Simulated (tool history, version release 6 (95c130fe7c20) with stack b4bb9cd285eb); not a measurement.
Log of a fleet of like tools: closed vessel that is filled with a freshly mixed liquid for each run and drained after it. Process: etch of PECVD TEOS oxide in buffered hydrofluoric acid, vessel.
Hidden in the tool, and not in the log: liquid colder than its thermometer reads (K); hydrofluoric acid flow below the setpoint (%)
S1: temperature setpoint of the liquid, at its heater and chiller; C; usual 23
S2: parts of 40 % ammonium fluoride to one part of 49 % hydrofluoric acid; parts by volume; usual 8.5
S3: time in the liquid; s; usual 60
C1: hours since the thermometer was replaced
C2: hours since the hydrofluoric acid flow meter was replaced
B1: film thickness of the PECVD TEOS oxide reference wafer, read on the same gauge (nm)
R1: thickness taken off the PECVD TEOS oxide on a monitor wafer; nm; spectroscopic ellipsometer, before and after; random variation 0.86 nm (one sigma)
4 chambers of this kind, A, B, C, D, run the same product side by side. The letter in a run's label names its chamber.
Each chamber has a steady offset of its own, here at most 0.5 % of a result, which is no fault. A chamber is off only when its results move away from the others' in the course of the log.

Run 1D, hour 6.1: usual settings; C1 599; C2 180.3; B1 50.003. Result: R1 116.87 nm.
Run 2C, hour 12.6: usual settings; C1 404.7; C2 475.9; B1 50.014. Result: R1 117.05 nm.
Run 3A, hour 16.2: usual settings; C1 2266.3; C2 1093.4; B1 49.992. Result: R1 116.73 nm.
Run 4B, hour 22.2: usual settings; C1 2453.9; C2 126.9; B1 49.999. Result: R1 117.76 nm.
Run 5C, hour 28.6: usual settings; C1 420.7; C2 491.9; B1 49.984. Result: R1 117.36 nm.
Run 6D, hour 31.6: usual settings; C1 624.5; C2 205.8; B1 49.981. Result: R1 118.29 nm.
Run 7B, hour 36.4: usual settings; C1 2468.1; C2 141.1; B1 50.004. Result: R1 118.4 nm.
Run 8A, hour 39.8: usual settings; C1 2289.9; C2 1117; B1 50.018. Result: R1 117.4 nm.
Run 9C, hour 43.5: usual settings but S2 9.5 parts by volume, S3 80 s; C1 435.6; C2 506.8; B1 50.005. Result: R1 139.18 nm.
Run 10D, hour 46.7: usual settings but S2 9.5 parts by volume, S3 80 s; C1 639.6; C2 220.9; B1 50.009. Result: R1 140.5 nm.
Run 11A, hour 52.9: usual settings but S2 9.5 parts by volume, S3 80 s; C1 2303; C2 1130.1; B1 49.979. Result: R1 143.18 nm.
Run 12B, hour 58.5: usual settings but S2 9.5 parts by volume, S3 80 s; C1 2490.2; C2 163.2; B1 49.995. Result: R1 144.37 nm.
Run 13C, hour 64.1: usual settings but S1 21.5 C, S2 6.5 parts by volume; C1 456.2; C2 527.4; B1 50.002. Result: R1 140.54 nm.
Run 14B, hour 68.6: usual settings but S1 21.5 C, S2 6.5 parts by volume; C1 2500.3; C2 173.3; B1 50.006. Result: R1 142.99 nm.
Run 15D, hour 75.1: usual settings but S1 21.5 C, S2 6.5 parts by volume; C1 668; C2 249.3; B1 49.987. Result: R1 144.11 nm.
Run 16A, hour 79.7: usual settings but S1 21.5 C, S2 6.5 parts by volume; C1 2329.8; C2 1156.9; B1 49.991. Result: R1 141.8 nm.
Run 17B, hour 85.7: usual settings; C1 2517.4; C2 190.4; B1 49.998. Result: R1 116.86 nm.
Run 18D, hour 91.4: usual settings; C1 684.3; C2 265.6; B1 50.009. Result: R1 117.41 nm.
Run 19C, hour 96.3: usual settings; C1 488.4; C2 559.6; B1 49.995. Result: R1 116.06 nm.
Run 20A, hour 99.2: usual settings but S1 20.5 C, S2 6.5 parts by volume; C1 2349.3; C2 1176.4; B1 50.004. Result: R1 133.48 nm.
Run 21A, hour 103.9: usual settings but S1 20.5 C, S2 6.5 parts by volume; C1 2354; C2 1181.1; B1 50.019. Result: R1 133.01 nm.
Run 22C, hour 110.2: usual settings but S1 20.5 C, S2 6.5 parts by volume; C1 502.3; C2 573.5; B1 49.997. Result: R1 132.65 nm.
Run 23D, hour 113.4: usual settings but S1 20.5 C, S2 6.5 parts by volume; C1 706.3; C2 287.6; B1 50.004. Result: R1 136.09 nm.
Run 24B, hour 119.5: usual settings; C1 2551.2; C2 224.2; B1 50.005. Result: R1 118.16 nm.
Run 25D, hour 123.6: usual settings; C1 716.5; C2 297.8; B1 49.996. Result: R1 116.59 nm.
Run 26A, hour 126.8: usual settings; C1 2376.9; C2 1204; B1 49.985. Result: R1 117.52 nm.
Run 27B, hour 132.7: usual settings; C1 2564.4; C2 237.4; B1 50. Result: R1 119.48 nm.
Run 28C, hour 136.7: usual settings; C1 528.8; C2 600; B1 50.006. Result: R1 114.65 nm.
Run 29A, hour 141.2: usual settings; C1 2391.3; C2 1218.4; B1 50.009. Result: R1 117.12 nm.
At hour 144.3: chamber C: thermometer replaced.
Run 30B, hour 145.5: usual settings; C1 2577.2; C2 250.2; B1 50.012. Result: R1 117.84 nm.
Run 31C, hour 150.8: usual settings; C1 6.6; C2 614.1; B1 50.013. Result: R1 113.82 nm.
Run 32D, hour 155.1: usual settings; C1 748; C2 329.3; B1 50.018. Result: R1 116.91 nm.
Run 33D, hour 161.5: usual settings; C1 754.4; C2 335.7; B1 49.987. Result: R1 116.04 nm.
Run 34B, hour 167.8: usual settings; C1 2599.5; C2 272.5; B1 49.991. Result: R1 116.97 nm.
Run 35A, hour 170.7: usual settings; C1 2420.8; C2 1247.9; B1 49.987. Result: R1 117.23 nm.
Run 36C, hour 174.1: usual settings; C1 29.9; C2 637.4; B1 50. Result: R1 112.8 nm.
Run 37A, hour 178.7: usual settings; C1 2428.8; C2 1255.9; B1 49.992. Result: R1 115.41 nm.

Next, every chamber runs the same settings. What will each give?
Run 38A, hour 183.5: usual settings. Result: R1 ?.
Run 38B, hour 183.5: usual settings. Result: R1 ?.
Run 38C, hour 183.5: usual settings. Result: R1 ?.
Run 38D, hour 183.5: usual settings. Result: R1 ?.

run      R1
38A  117.73
38B  118.53
38C  114.44
38D  116.68

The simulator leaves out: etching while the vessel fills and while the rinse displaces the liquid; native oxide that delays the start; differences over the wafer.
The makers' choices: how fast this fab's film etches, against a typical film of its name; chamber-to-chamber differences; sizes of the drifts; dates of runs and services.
